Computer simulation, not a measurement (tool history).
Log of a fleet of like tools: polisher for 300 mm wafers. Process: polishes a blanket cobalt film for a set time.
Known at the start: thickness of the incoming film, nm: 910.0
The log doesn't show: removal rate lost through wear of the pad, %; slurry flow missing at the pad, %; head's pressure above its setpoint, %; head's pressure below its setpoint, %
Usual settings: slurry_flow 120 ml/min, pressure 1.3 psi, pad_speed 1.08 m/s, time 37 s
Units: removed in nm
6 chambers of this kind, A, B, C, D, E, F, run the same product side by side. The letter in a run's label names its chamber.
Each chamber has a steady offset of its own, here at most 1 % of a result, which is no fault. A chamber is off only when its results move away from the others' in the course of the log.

run	day	slurry_flow	pressure	pad_speed	time	wafers polished on this pad	hours since the slurry nozzle was cleaned	hours since the head pressure was calibrated	removed
1E	0.283	120	1.3	1.08	37	476	525.5	209.4	125.24
2B	0.542	120	1.3	1.08	37	1295	426.1	524.7	125.05
# day 0.696: chamber B: worn pad replaced by a new one
3D	0.758	120	1.3	1.08	37	457	534.1	91.1	122.66
4A	1.046	120	1.3	1.08	37	752	467.6	319.3	124.21
# day 1.183: chamber A: slurry nozzle cleaned
# day 1.312: chamber D: worn pad replaced by a new one
5F	1.325	120	1.3	1.08	37	566	173.1	401	128.93
6C	1.525	120	1.3	1.08	37	611	220.6	336.5	125.07
7F	1.742	120	1.3	1.08	37	679	183.1	411	127.73
8C	1.954	120	1.3	1.08	37	728	230.9	346.8	124.84
9A	2.129	120	1.3	1.08	37	1047	22.7	345.3	123.03
10B	2.392	120	1.3	1.08	37	461	470.5	569.1	123.27
# day 2.45: chamber A: worn pad replaced by a new one
11D	2.562	120	1.3	1.08	37	340	577.4	134.4	122.53
# day 2.567: chamber F: worn pad replaced by a new one
12E	2.721	120	1.3	1.08	37	1139	584	267.9	123.83
13F	2.862	120	1.3	1.08	27	80	210	437.9	90.185
14E	3.05	120	1.3	1.08	27	1229	591.9	275.8	89.733
15B	3.2	120	1.3	1.08	27	681	489.9	588.5	90.438
16A	3.438	120	1.3	1.08	27	269	54.1	376.7	91.604
# day 3.467: chamber C: worn pad replaced by a new one
# day 3.521: chamber D: worn pad replaced by a new one
17D	3.688	120	1.3	1.08	27	45	604.4	161.4	92
18C	3.879	120	1.3	1.08	27	112	277.1	393	89.78
# day 3.975: chamber E: worn pad replaced by a new one
19E	4.142	120	1.3	1.44	29	45	618.1	302	132.86
20B	4.317	120	1.3	1.44	29	984	516.7	615.3	130.44
21D	4.554	120	1.3	1.44	29	281	625.2	182.2	130.77
22A	4.842	120	1.3	1.44	29	650	87.8	410.4	128.99
23C	5.1	120	1.3	1.44	29	444	306.4	422.3	132.83
# day 5.379: chamber B: worn pad replaced by a new one
24F	5.388	120	1.3	1.44	29	766	270.6	498.5	126.85
25A	5.575	105	1.3	1.08	42	850	105.4	428	134.4
# day 5.675: chamber F: worn pad replaced by a new one
# day 5.725: chamber D: worn pad replaced by a new one
26B	5.788	105	1.3	1.08	42	111	552	650.6	137.96
27C	5.921	105	1.3	1.08	42	667	326.1	442	137.74
28E	6.092	105	1.3	1.08	42	575	664.9	348.8	140.89
29D	6.354	105	1.3	1.08	42	171	668.4	225.4	138.54
30F	6.662	105	1.3	1.08	42	269	301.2	529.1	124.62
# day 6.8: chamber A: worn pad replaced by a new one
31D	6.817	120	1.8	1.08	31	297	679.5	236.5	144.61
# day 7.088: chamber C: slurry nozzle cleaned
32B	7.088	120	1.8	1.08	31	465	583.2	681.8	144.99
# day 7.342: chamber C: worn pad replaced by a new one
33E	7.388	120	1.8	1.08	31	927	696	379.9	145.56
34A	7.529	120	1.8	1.08	31	199	152.3	474.9	145.18
35C	7.825	120	1.8	1.08	31	132	17.7	487.7	146.82
36F	8.033	120	1.8	1.08	31	641	334.1	562	130.14
37A	8.262	120	1.3	1.08	37	398	169.9	492.5	124.86

What goes on in this fleet: one chamber off, a drifting gauge, or nothing beyond the chambers' own small offsets? Name the chamber and the cause, if any.

Chamber F drifts away from the others.
Cause: slurry flow missing at the pad, % = 38.1.
The log may not tell that from: head's pressure below its setpoint, %.

Here are 4 candidates for chamber F's next run, each the usual settings with a change, their results left as question marks. Which one brings its results back in line with what the others give on the usual settings?
In line means no further than this from the other chambers' mean on the usual settings: removed 6 nm
38F-1	8.483	125	1.4	1.16	40				?
38F-2	8.483	120	1.2	1	35				?
38F-3	8.483	115	1.2	1.08	37				?
38F-4	8.483	120	1.4	1.08	39				?

The other chambers' mean on the usual settings: removed 124.48 nm
run	removed
38F-1	141.14
38F-2	89.998
38F-3	101.31
38F-4	126.5
38F-4 brings the chamber back in line.
